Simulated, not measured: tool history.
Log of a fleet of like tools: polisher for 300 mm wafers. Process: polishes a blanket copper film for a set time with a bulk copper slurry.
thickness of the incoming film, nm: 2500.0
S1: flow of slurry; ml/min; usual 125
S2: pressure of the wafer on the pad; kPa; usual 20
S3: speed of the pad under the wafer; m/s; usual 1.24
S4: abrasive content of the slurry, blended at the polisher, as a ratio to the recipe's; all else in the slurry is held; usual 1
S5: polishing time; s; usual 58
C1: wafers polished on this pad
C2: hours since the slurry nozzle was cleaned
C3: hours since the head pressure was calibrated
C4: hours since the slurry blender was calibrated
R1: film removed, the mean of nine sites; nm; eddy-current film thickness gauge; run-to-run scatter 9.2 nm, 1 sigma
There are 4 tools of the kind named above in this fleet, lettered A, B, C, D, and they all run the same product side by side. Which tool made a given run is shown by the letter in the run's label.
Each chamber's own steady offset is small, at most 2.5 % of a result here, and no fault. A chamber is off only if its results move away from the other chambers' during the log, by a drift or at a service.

run	day	S1	S2	S3	S4	S5	C1	C2	C3	C4	R1
# day 0.221: chamber D: worn pad replaced by a new one
1D	0.342	125	20	1.24	1	58	18	192.9	145.3	316.1	651.89
# day 0.433: chamber D: slurry blender recalibrated
2A	0.683	125	20	1.24	1	58	759	219.9	112.6	133.3	623.71
3C	0.912	125	20	1.24	1	58	283	65.3	174.3	293.1	640.23
4B	1.238	125	20	1.24	1	58	459	298.3	313.4	51.4	654.32
# day 1.358: chamber C: slurry blender recalibrated
5D	1.512	125	20	1.24	1	58	199	221	173.4	25.9	655.62
# day 1.617: chamber B: worn pad replaced by a new one
6A	1.771	125	20	1.24	1	58	926	246	138.7	159.4	618.7
7B	2.05	125	20	1.24	1	58	67	317.8	332.9	70.9	645.72
8C	2.204	125	20	1.24	1	58	482	96.3	205.3	20.3	651.03
9C	2.429	125	20	1.24	1	58	517	101.7	210.7	25.7	638.78
10D	2.717	125	20	1.24	1	58	384	249.9	202.3	54.8	641.3
11A	3.058	125	20	1.24	1	58	1124	276.9	169.6	190.3	633.06
12B	3.321	125	20	1.24	1	58	262	348.3	363.4	101.4	659.71
13D	3.642	125	20	1.24	1	58	527	272.1	224.5	77	645.95
14C	3.825	125	20	1.24	1	58	732	135.2	244.2	59.2	651.78
15A	4.117	125	20	1.24	1	58	1287	302.3	195	215.7	612.14
16B	4.45	125	20	1.24	1	58	436	375.4	390.5	128.5	650.58
# day 4.475: chamber D: worn pad replaced by a new one
17B	4.65	125	20	0.88	0.85	58	467	380.2	395.3	133.3	449.39
18D	4.817	125	20	0.88	0.85	58	52	300.3	252.7	105.2	438.14
19A	4.975	125	20	0.88	0.85	58	1419	322.9	215.6	236.3	413.98
# day 5.142: chamber B: worn pad replaced by a new one
20C	5.279	125	20	0.88	0.85	58	955	170.1	279.1	94.1	434.83
# day 5.308: chamber D: slurry nozzle cleaned
21B	5.546	125	20	1.24	1	58	62	401.7	416.8	154.8	653.73
22A	5.712	125	20	1.24	1	58	1533	340.6	233.3	254	591.24
23D	5.917	125	20	1.24	1	58	222	14.6	279.1	131.6	649.45
24C	6.238	125	20	1.24	1	58	1103	193.1	302.1	117.1	646.26
25A	6.525	125	20	1.24	1	58	1658	360.1	252.8	273.5	579.01

Read the log: is a single chamber off, either drifting away or since a service, is the gauge that measures every chamber drifting, or is nothing wrong beyond small per-chamber offsets? Name any odd chamber and what most likely caused it.

Little by little, chamber A moves away from the other chambers.
Cause: removal rate lost through wear of the pad, % = 8.92.
It could be hard to tell apart here from: slurry flow missing at the pad, %; head's pressure below its setpoint, %; abrasive missing from the slurry, %.

Which of the 4 candidates below, each the usual settings with something changed and its results left as question marks, puts chamber A back in line with what the other chambers give on the usual settings?
In line here means within this much of the mean the other chambers give on the usual settings: R1 32 nm
26A-1	6.771	125	20	1.26	1	59					?
26A-2	6.771	120	20	1.1	1	58					?
26A-3	6.771	125	21.4	1.24	1	61					?
26A-4	6.771	125	20	1.22	1	58					?

Average result of the remaining chambers running the usual settings: R1 644.88 nm
run	R1
26A-1	597.06
26A-2	507.4
26A-3	649.25
26A-4	568.12
The right change is 26A-3: it brings the chamber back within the allowed miss of the others.

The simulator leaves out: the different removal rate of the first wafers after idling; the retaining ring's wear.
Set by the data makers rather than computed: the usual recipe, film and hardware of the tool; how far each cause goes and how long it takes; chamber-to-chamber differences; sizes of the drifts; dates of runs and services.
